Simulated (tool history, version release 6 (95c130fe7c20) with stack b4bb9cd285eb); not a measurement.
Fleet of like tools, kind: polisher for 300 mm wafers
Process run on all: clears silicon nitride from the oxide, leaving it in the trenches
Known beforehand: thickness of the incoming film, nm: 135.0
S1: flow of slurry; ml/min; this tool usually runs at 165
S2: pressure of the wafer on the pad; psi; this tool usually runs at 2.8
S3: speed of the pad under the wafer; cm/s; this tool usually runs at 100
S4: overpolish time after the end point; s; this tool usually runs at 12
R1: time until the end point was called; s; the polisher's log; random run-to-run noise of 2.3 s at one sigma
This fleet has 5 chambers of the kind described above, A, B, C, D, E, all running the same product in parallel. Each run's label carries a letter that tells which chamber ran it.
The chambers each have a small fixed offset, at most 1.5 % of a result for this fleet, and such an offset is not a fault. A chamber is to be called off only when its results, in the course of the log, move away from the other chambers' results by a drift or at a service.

At hour 2.1: chamber C: slurry nozzle cleaned.
Run 1D, hour 5.2: usual settings. Result: R1 157.32 s.
Run 2A, hour 9.3: usual settings. Result: R1 160.34 s.
At hour 14.8: chamber C: head pressure recalibrated.
Run 3B, hour 16.2: usual settings. Result: R1 160.46 s.
Run 4E, hour 20.3: usual settings. Result: R1 159.29 s.
At hour 27.8: chamber B: worn pad replaced by a new one.
Run 5C, hour 28.2: usual settings. Result: R1 159.87 s.
Run 6B, hour 35.1: usual settings. Result: R1 156.84 s.
Run 7C, hour 41.6: usual settings. Result: R1 158.88 s.
Run 8E, hour 48.8: usual settings. Result: R1 161.62 s.
Run 9A, hour 56.7: usual settings. Result: R1 161.88 s.
Run 10D, hour 64.5: usual settings. Result: R1 156.44 s.
At hour 64.7: chamber C: worn pad replaced by a new one.
Run 11C, hour 69.6: usual settings but S2 2.2 psi, S3 82 cm/s. Result: R1 244.19 s.
At hour 72.6: chamber B: head pressure recalibrated.
Run 12E, hour 74.7: usual settings but S2 2.2 psi, S3 82 cm/s. Result: R1 247.56 s.
Run 13D, hour 81.6: usual settings but S2 2.2 psi, S3 82 cm/s. Result: R1 244.04 s.
Run 14A, hour 86.6: usual settings but S2 2.2 psi, S3 82 cm/s. Result: R1 251.68 s.
Run 15B, hour 90.7: usual settings but S2 2.2 psi, S3 82 cm/s. Result: R1 238.80 s.
Run 16A, hour 98.6: usual settings. Result: R1 158.42 s.
Run 17E, hour 102.7: usual settings. Result: R1 161.78 s.
At hour 109.9: chamber E: worn pad replaced by a new one.
Run 18D, hour 110.3: usual settings. Result: R1 158.36 s.
Run 19C, hour 116.5: usual settings but S2 3.8 psi. Result: R1 118.81 s.
Run 20B, hour 121.1: usual settings but S2 3.8 psi. Result: R1 116.32 s.
Run 21A, hour 129.3: usual settings but S2 3.8 psi. Result: R1 122.41 s.
Run 22B, hour 135.4: usual settings but S2 3.8 psi. Result: R1 114.59 s.
Run 23E, hour 139.2: usual settings but S2 3.8 psi. Result: R1 116.24 s.
At hour 141.8: chamber D: worn pad replaced by a new one.
Run 24C, hour 143.2: usual settings. Result: R1 160.40 s.
Run 25D, hour 151.1: usual settings. Result: R1 157.03 s.
Run 26A, hour 158.8: usual settings. Result: R1 163.36 s.
Run 27B, hour 164.6: usual settings. Result: R1 158.23 s.
Run 28D, hour 171.3: usual settings. Result: R1 159.30 s.
Run 29E, hour 175.3: usual settings but S2 3.5 psi, S4 15 s. Result: R1 130.28 s.
Run 30C, hour 181.6: usual settings but S2 3.5 psi, S4 15 s. Result: R1 127.99 s.
Run 31D, hour 185.5: usual settings but S2 3.5 psi, S4 15 s. Result: R1 129.81 s.
At hour 187.0: chamber E: head pressure recalibrated.
Run 32E, hour 190.5: usual settings but S2 3.5 psi, S4 15 s. Result: R1 128.03 s.

What goes on in this fleet: one chamber off, a drifting gauge, or nothing beyond the chambers' own small offsets? Name the chamber and the cause, if any.

Neither any chamber nor the gauge drifts; the chambers differ only by their own small, steady offsets.
